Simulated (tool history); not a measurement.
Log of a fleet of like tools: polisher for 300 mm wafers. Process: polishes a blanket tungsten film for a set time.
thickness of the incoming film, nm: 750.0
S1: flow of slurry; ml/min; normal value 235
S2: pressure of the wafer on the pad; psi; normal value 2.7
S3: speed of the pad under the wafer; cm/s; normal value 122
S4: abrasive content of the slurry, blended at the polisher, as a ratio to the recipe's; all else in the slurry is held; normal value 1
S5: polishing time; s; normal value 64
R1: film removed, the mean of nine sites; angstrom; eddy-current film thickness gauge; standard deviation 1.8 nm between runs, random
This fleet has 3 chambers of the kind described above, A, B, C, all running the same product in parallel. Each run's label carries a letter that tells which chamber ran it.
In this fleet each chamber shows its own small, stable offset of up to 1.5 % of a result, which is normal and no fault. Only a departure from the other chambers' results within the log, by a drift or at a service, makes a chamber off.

run	hour	S1	S2	S3	S4	S5	R1
# hour 1.8: chamber B: slurry nozzle cleaned
1C	6.7	235	2.7	122	1	64	2184.4
2A	13.1	235	2.7	122	1	64	2158.2
3B	17.2	235	2.7	122	1	64	2142.3
4B	23.8	235	2.7	122	1	64	2127.1
5A	28	235	2.7	122	1	64	2141.8
# hour 29: chamber C: worn pad replaced by a new one
6C	34.6	235	2.7	122	1	64	2153.9
# hour 36.3: chamber B: slurry tank refilled with fresh slurry and peroxide
# hour 37: chamber A: worn pad replaced by a new one
7B	39.1	235	2.7	122	1	64	2121.6
8A	44.3	235	2.7	122	1	64	2133.7
# hour 47.5: chamber C: slurry tank refilled with fresh slurry and peroxide
9C	51.2	195	2.7	144	1	64	2445.3
10B	57	195	2.7	144	1	64	2518.2
11A	63.3	195	2.7	144	1	64	2358.4
12C	66.5	235	2.4	122	0.85	64	1850.3
13A	70.2	235	2.4	122	0.85	64	1772.4
# hour 71.3: chamber B: worn pad replaced by a new one
# hour 72: chamber A: slurry tank refilled with fresh slurry and peroxide
# hour 73.5: chamber C: worn pad replaced by a new one
14B	74.3	235	2.4	122	0.85	64	1848.5
15C	77.5	235	2.7	122	1	64	2186.7
# hour 81.6: chamber A: worn pad replaced by a new one
16C	84.1	235	2.7	122	1	64	2172
17A	88.4	235	2.7	122	1	64	2017.4
18B	93	235	2.7	122	1	64	2137.4
19B	99.3	235	2.7	122	1	64	2114.7
20C	103	235	2.7	122	1	64	2122.8
21A	109.6	235	2.7	122	1	64	1969.9
# hour 115: chamber B: slurry tank refilled with fresh slurry and peroxide
22A	115	235	2.7	122	1	64	1930.6
23B	118.8	235	2.7	122	1	64	2148

One chamber off, gauge drift, or nothing amiss beyond the chambers' own small offsets? If it is a chamber, which one, and what is the likeliest cause?

It is chamber A that slowly wanders off from its peers.
Most likely cause: abrasive missing from the slurry, % = 33.4.
With only this log, it may be confused with: head's pressure below its setpoint, %.

Here are 4 candidates for chamber A's next run, each the usual settings with a change, their results left as question marks. Which one brings its results back in line with what the others give on the usual settings?
A result is in line if it is within this distance of the other chambers' mean on the usual settings: R1 65 angstrom
24A-1	123.9	235	2.7	122	1	80	?
24A-2	123.9	235	2.7	122	1	71	?
24A-3	123.9	235	2.6	118	1	62	?
24A-4	123.9	235	2.5	114	1	59	?

Other chambers, usual settings, mean: R1 2152 angstrom
run	R1
24A-1	2428.4
24A-2	2155.2
24A-3	1753
24A-4	1549.7
24A-2 brings the chamber back in line.
